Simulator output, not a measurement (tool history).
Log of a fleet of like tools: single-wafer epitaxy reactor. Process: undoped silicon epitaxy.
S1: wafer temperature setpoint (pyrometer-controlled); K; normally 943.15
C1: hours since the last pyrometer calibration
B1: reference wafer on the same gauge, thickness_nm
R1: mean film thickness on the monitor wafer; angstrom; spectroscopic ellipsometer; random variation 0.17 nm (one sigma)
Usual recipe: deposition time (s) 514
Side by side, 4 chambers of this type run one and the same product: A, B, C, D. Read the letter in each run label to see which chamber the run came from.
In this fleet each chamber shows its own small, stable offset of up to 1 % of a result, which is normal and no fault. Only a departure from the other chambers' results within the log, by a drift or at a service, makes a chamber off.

Run 1D, hour 7.0: usual settings; C1 1605.5; B1 149.01. Result: R1 1331.5 angstrom.
Run 2C, hour 16.6: usual settings; C1 2119.2; B1 148.93. Result: R1 1323.9 angstrom.
Run 3A, hour 25.9: usual settings; C1 1399.6; B1 148.97. Result: R1 1312.8 angstrom.
Run 4B, hour 37.3: usual settings; C1 778.3; B1 148.96. Result: R1 1326.2 angstrom.
Run 5B, hour 53.3: usual settings; C1 794.3; B1 148.87. Result: R1 1323.2 angstrom.
Run 6C, hour 62.7: usual settings; C1 2165.3; B1 148.91. Result: R1 1325.0 angstrom.
Run 7D, hour 72.7: usual settings; C1 1671.2; B1 148.85. Result: R1 1325.0 angstrom.
Run 8A, hour 79.9: usual settings; C1 1453.6; B1 148.87. Result: R1 1315.0 angstrom.
Run 9B, hour 87.3: usual settings; C1 828.3; B1 148.85. Result: R1 1325.9 angstrom.
Run 10C, hour 102.7: usual settings; C1 2205.3; B1 148.86. Result: R1 1327.2 angstrom.
Run 11D, hour 111.8: usual settings; C1 1710.3; B1 148.83. Result: R1 1330.7 angstrom.
Run 12A, hour 125.6: usual settings; C1 1499.3; B1 148.79. Result: R1 1317.5 angstrom.
Run 13A, hour 138.1: usual settings; C1 1511.8; B1 148.78. Result: R1 1315.4 angstrom.
Run 14B, hour 145.7: usual settings; C1 886.7; B1 148.74. Result: R1 1321.1 angstrom.
Run 15D, hour 156.7: usual settings; C1 1755.2; B1 148.70. Result: R1 1325.2 angstrom.
Run 16C, hour 166.9: usual settings but S1 955.15 K, deposition time (s) 594; C1 2269.5; B1 148.71. Result: R1 1957.6 angstrom.
Run 17D, hour 179.1: usual settings but S1 955.15 K, deposition time (s) 594; C1 1777.6; B1 148.70. Result: R1 1960.9 angstrom.
Run 18C, hour 190.6: usual settings but S1 955.15 K, deposition time (s) 594; C1 2293.2; B1 148.71. Result: R1 1956.3 angstrom.
Run 19B, hour 197.8: usual settings but S1 955.15 K, deposition time (s) 594; C1 938.8; B1 148.70. Result: R1 1946.7 angstrom.
Run 20A, hour 208.7: usual settings; C1 1582.4; B1 148.60. Result: R1 1314.5 angstrom.
Run 21B, hour 221.1: usual settings; C1 962.1; B1 148.65. Result: R1 1321.8 angstrom.
Run 22D, hour 231.7: usual settings; C1 1830.2; B1 148.55. Result: R1 1329.9 angstrom.
Run 23C, hour 238.6: usual settings; C1 2341.2; B1 148.62. Result: R1 1321.7 angstrom.
At hour 243.9: chamber D: pyrometer calibrated.
Run 24A, hour 254.3: usual settings; C1 1628.0; B1 148.54. Result: R1 1309.2 angstrom.
At hour 261.6: chamber A: pyrometer calibrated.
Run 25B, hour 268.8: usual settings; C1 1009.8; B1 148.54. Result: R1 1321.5 angstrom.
Run 26A, hour 277.8: usual settings; C1 16.3; B1 148.51. Result: R1 1309.1 angstrom.
Run 27D, hour 289.5: usual settings; C1 45.6; B1 148.47. Result: R1 1326.3 angstrom.
Run 28C, hour 296.9: usual settings; C1 2399.5; B1 148.46. Result: R1 1322.5 angstrom.
Run 29C, hour 307.5: usual settings; C1 2410.1; B1 148.47. Result: R1 1319.7 angstrom.
Run 30A, hour 319.8: usual settings; C1 58.3; B1 148.46. Result: R1 1310.6 angstrom.
Run 31B, hour 333.4: usual settings; C1 1074.4; B1 148.47. Result: R1 1320.4 angstrom.
Run 32D, hour 347.0: usual settings but S1 936.15 K; C1 103.1; B1 148.36. Result: R1 1144.4 angstrom.
Run 33B, hour 358.2: usual settings but S1 936.15 K; C1 1099.2; B1 148.42. Result: R1 1143.5 angstrom.
Run 34C, hour 368.2: usual settings but S1 936.15 K; C1 2470.8; B1 148.36. Result: R1 1140.2 angstrom.
Run 35D, hour 379.4: usual settings but S1 936.15 K; C1 135.5; B1 148.37. Result: R1 1141.6 angstrom.
Run 36A, hour 391.2: usual settings; C1 129.7; B1 148.34. Result: R1 1308.4 angstrom.
Run 37B, hour 402.4: usual settings; C1 1143.4; B1 148.27. Result: R1 1319.0 angstrom.
Run 38A, hour 409.9: usual settings; C1 148.4; B1 148.23. Result: R1 1311.3 angstrom.
Run 39D, hour 424.6: usual settings; C1 180.7; B1 148.28. Result: R1 1321.5 angstrom.
Run 40C, hour 433.9: usual settings; C1 2536.5; B1 148.26. Result: R1 1317.3 angstrom.

Read the log: is a single chamber off, either drifting away or since a service, is the gauge that measures every chamber drifting, or is nothing wrong beyond small per-chamber offsets? Name any odd chamber and what most likely caused it.

It is the gauge, not a chamber: its drift shows up in every chamber's results at once, and no chamber is off.
Cause: gauge reads low (%) = 0.525.
